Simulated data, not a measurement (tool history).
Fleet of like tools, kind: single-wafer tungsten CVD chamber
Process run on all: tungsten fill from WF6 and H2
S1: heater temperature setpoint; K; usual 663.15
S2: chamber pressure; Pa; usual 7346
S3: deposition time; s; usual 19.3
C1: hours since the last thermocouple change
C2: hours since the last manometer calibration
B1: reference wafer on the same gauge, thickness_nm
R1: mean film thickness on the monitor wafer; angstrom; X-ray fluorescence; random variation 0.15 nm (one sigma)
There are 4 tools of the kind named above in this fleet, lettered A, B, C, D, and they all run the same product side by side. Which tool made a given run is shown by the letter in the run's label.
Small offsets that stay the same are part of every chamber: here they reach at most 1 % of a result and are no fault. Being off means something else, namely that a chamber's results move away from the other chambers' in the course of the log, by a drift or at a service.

run   hour      S1    S2    S3      C1      C2      B1      R1
 1C    5.0  663.15  7346  19.3  2409.8   766.8  50.910  618.45
 2D   10.4  663.15  7346  19.3   748.1  1187.5  50.904  611.48
 3B   19.5  663.15  7346  19.3  1221.3   488.6  50.882  613.69
 4A   29.1  663.15  7346  19.3   154.1  2934.1  50.922  611.97
 5A   39.7  663.15  7346  19.3   164.7  2944.7  50.893  613.84
 6D   50.4  663.15  7346  19.3   788.1  1227.5  50.939  612.10
 7C   59.1  663.15  7346  19.3  2463.9   820.9  50.908  620.20
 8B   69.8  663.15  6719  15.8  1271.6   538.9  50.916  480.53
 9D   75.5  663.15  6719  15.8   813.2  1252.6  50.934  481.76
10B   85.5  663.15  6719  15.8  1287.3   554.6  50.880  479.82
11C   95.6  663.15  6719  15.8  2500.4   857.4  50.903  488.92
12A  101.4  663.15  7346  19.3   226.4  3006.4  50.898  612.47
13A  107.1  663.15  7346  19.3   232.1  3012.1  50.924  613.43
14C  113.7  663.15  7346  19.3  2518.5   875.5  50.888  621.54
15B  122.5  663.15  7346  19.3  1324.3   591.6  50.888  614.87
     124.5  -- chamber B: thermocouple changed; heater temperature recalibrated
16D  132.1  663.15  7346  19.3   869.8  1309.2  50.872  611.81
17B  139.7  663.15  7346  19.3    15.3   608.8  50.888  601.32
18D  146.4  663.15  7346  19.3   884.1  1323.5  50.881  612.01
19C  153.2  663.15  7346  19.3  2558.0   915.0  50.887  619.07
20A  162.2  663.15  7346  19.3   287.2  3067.2  50.921  614.71
     167.8  -- chamber A: capacitance manometer re-zeroed and calibrated
21B  170.8  663.15  7346  19.3    46.4   639.9  50.910  599.67
22D  178.7  663.15  8026  19.3   916.4  1355.8  50.885  634.16
23A  189.3  663.15  8026  19.3   314.3    21.6  50.875  638.79
24C  194.7  663.15  8026  19.3  2599.5   956.5  50.903  644.27
25A  203.0  663.15  8026  19.3   328.0    35.3  50.893  635.06

All chambers now run identical settings, listed one chamber a line with results as question marks. What results will each chamber show?
26A  211.1  663.15  7346  19.3               ?
26B  211.1  663.15  7346  19.3               ?
26C  211.1  663.15  7346  19.3               ?
26D  211.1  663.15  7346  19.3               ?

run      R1
26A  614.28
26B  598.47
26C  620.50
26D  612.94

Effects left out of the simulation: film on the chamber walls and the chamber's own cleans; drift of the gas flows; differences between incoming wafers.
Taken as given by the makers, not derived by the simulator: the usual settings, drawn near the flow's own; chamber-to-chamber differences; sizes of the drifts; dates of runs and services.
